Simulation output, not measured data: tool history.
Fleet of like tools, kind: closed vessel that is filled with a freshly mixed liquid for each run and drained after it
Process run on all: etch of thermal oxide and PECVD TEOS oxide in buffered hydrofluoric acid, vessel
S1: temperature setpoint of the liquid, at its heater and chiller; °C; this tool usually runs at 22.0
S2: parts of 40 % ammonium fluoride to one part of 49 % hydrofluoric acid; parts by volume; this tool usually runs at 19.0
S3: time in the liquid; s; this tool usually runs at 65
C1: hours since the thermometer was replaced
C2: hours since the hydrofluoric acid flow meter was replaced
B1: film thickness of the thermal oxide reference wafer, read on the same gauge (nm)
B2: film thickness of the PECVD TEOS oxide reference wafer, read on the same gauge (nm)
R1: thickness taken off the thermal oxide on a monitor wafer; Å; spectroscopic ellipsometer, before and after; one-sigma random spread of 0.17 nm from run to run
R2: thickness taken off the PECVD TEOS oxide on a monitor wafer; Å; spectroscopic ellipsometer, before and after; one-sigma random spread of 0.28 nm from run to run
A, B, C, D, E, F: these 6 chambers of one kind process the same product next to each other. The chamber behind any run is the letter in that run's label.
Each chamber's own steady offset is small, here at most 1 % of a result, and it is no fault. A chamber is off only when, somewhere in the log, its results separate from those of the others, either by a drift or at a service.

| run | hour | S1 | S2 | S3 | C1 | C2 | B1 | B2 | R1 | R2 |
|---|---|---|---|---|---|---|---|---|---|---|
| 1E | 11.8 | 22.0 | 19.0 | 65 | 1470.8 | 1126.6 | 29.989 | 90.012 | 353.04 | 829.17 |
| 2D | 18.5 | 22.0 | 19.0 | 65 | 21.8 | 935.8 | 29.997 | 89.997 | 352.47 | 826.34 |
| 3F | 28.6 | 22.0 | 19.0 | 65 | 1724.7 | 1784.0 | 30.020 | 89.985 | 354.62 | 825.17 |
| 4C | 41.5 | 22.0 | 19.0 | 65 | 1073.7 | 647.2 | 30.013 | 89.996 | 347.72 | 825.85 |
| 5B | 50.2 | 22.0 | 19.0 | 65 | 997.7 | 398.0 | 29.999 | 89.981 | 352.13 | 820.39 |
| 6A | 56.3 | 22.0 | 19.0 | 65 | 501.3 | 1925.3 | 30.012 | 90.013 | 355.67 | 837.73 |
| 7E | 67.1 | 22.0 | 19.0 | 65 | 1526.1 | 1181.9 | 30.036 | 90.019 | 356.41 | 833.69 |
|  | 68.4 | chamber A: thermometer replaced |
| 8F | 73.4 | 22.0 | 19.0 | 65 | 1769.5 | 1828.8 | 29.968 | 90.006 | 355.01 | 826.83 |
| 9A | 83.6 | 22.0 | 19.0 | 65 | 15.2 | 1952.6 | 30.076 | 89.991 | 356.16 | 838.18 |
| 10C | 95.8 | 22.0 | 19.0 | 65 | 1128.0 | 701.5 | 29.982 | 90.006 | 351.21 | 835.33 |
| 11D | 104.9 | 22.0 | 19.0 | 65 | 108.2 | 1022.2 | 29.988 | 89.995 | 353.41 | 826.99 |
| 12B | 111.0 | 22.0 | 19.0 | 65 | 1058.5 | 458.8 | 30.012 | 90.002 | 355.06 | 818.23 |
| 13F | 117.9 | 22.0 | 19.0 | 65 | 1814.0 | 1873.3 | 29.989 | 89.998 | 352.03 | 825.44 |
| 14C | 125.6 | 22.0 | 19.0 | 65 | 1157.8 | 731.3 | 30.055 | 90.006 | 349.91 | 828.63 |
|  | 129.1 | chamber A: hydrofluoric acid flow meter replaced |
| 15E | 133.2 | 22.0 | 19.0 | 65 | 1592.2 | 1248.0 | 30.016 | 89.991 | 354.73 | 832.78 |
| 16B | 141.8 | 22.0 | 19.0 | 65 | 1089.3 | 489.6 | 29.965 | 90.036 | 350.32 | 823.18 |
| 17D | 150.5 | 22.0 | 19.0 | 100 | 153.8 | 1067.8 | 29.960 | 90.005 | 544.82 | 1270.40 |
| 18A | 159.1 | 22.0 | 19.0 | 100 | 90.7 | 30.0 | 29.955 | 90.003 | 547.75 | 1278.20 |
| 19A | 172.3 | 22.0 | 19.0 | 100 | 103.9 | 43.2 | 30.000 | 89.988 | 551.07 | 1290.00 |
| 20E | 179.9 | 22.0 | 19.0 | 100 | 1638.9 | 1294.7 | 29.989 | 89.991 | 544.71 | 1274.50 |
| 21F | 191.8 | 22.0 | 19.0 | 100 | 1887.9 | 1947.2 | 30.014 | 89.986 | 545.28 | 1284.10 |
|  | 205.6 | chamber F: hydrofluoric acid flow meter replaced |
| 22C | 205.7 | 22.0 | 19.0 | 100 | 1237.9 | 811.4 | 30.041 | 89.990 | 535.31 | 1280.80 |
|  | 214.2 | chamber E: hydrofluoric acid flow meter replaced |
| 23D | 217.3 | 22.0 | 19.0 | 65 | 220.6 | 1134.6 | 30.011 | 89.995 | 348.12 | 823.53 |
| 24B | 226.9 | 22.0 | 19.0 | 65 | 1174.4 | 574.7 | 29.985 | 89.994 | 349.97 | 823.06 |
| 25B | 236.1 | 22.0 | 19.0 | 65 | 1183.6 | 583.9 | 30.005 | 89.978 | 353.66 | 822.38 |
| 26A | 249.3 | 22.0 | 19.0 | 65 | 180.9 | 120.2 | 30.038 | 90.006 | 353.89 | 839.04 |
| 27C | 255.7 | 24.5 | 12.5 | 65 | 1287.9 | 861.4 | 29.962 | 89.986 | 607.09 | 1443.80 |
| 28D | 264.6 | 24.5 | 12.5 | 65 | 267.9 | 1181.9 | 30.033 | 90.004 | 601.35 | 1414.00 |
| 29F | 271.3 | 24.5 | 12.5 | 65 | 1967.4 | 65.7 | 29.994 | 90.017 | 614.14 | 1443.80 |
| 30E | 281.1 | 24.5 | 12.5 | 65 | 1740.1 | 67.0 | 30.031 | 90.014 | 617.89 | 1444.90 |
| 31F | 290.9 | 24.5 | 12.5 | 65 | 1987.0 | 85.3 | 29.972 | 89.999 | 618.88 | 1440.00 |
| 32A | 304.0 | 24.5 | 12.5 | 65 | 235.6 | 174.9 | 30.000 | 90.024 | 607.48 | 1434.90 |
| 33C | 310.7 | 22.0 | 19.0 | 65 | 1342.9 | 916.4 | 29.989 | 90.005 | 348.31 | 828.43 |
| 34B | 323.9 | 22.0 | 19.0 | 65 | 1271.4 | 671.7 | 30.013 | 89.995 | 352.63 | 819.45 |
| 35D | 336.3 | 22.0 | 19.0 | 65 | 339.6 | 1253.6 | 29.990 | 90.028 | 353.51 | 828.75 |
| 36E | 342.6 | 22.0 | 19.0 | 65 | 1801.6 | 128.5 | 29.984 | 89.990 | 349.85 | 829.74 |
| 37B | 351.7 | 22.0 | 19.0 | 65 | 1299.2 | 699.5 | 29.989 | 89.999 | 352.03 | 824.84 |

All chambers now run identical settings, listed one chamber a line with results as question marks. What results will each chamber show?
| 38A | 361.7 | 22.0 | 23.5 | 65 |  |  |  |  | ? | ? |
| 38B | 361.7 | 22.0 | 23.5 | 65 |  |  |  |  | ? | ? |
| 38C | 361.7 | 22.0 | 23.5 | 65 |  |  |  |  | ? | ? |
| 38D | 361.7 | 22.0 | 23.5 | 65 |  |  |  |  | ? | ? |
| 38E | 361.7 | 22.0 | 23.5 | 65 |  |  |  |  | ? | ? |
| 38F | 361.7 | 22.0 | 23.5 | 65 |  |  |  |  | ? | ? |

| run | R1 | R2 |
|---|---|---|
| 38A | 302.07 | 709.47 |
| 38B | 300.53 | 697.70 |
| 38C | 298.63 | 708.43 |
| 38D | 301.99 | 705.25 |
| 38E | 297.93 | 702.92 |
| 38F | 299.82 | 699.70 |
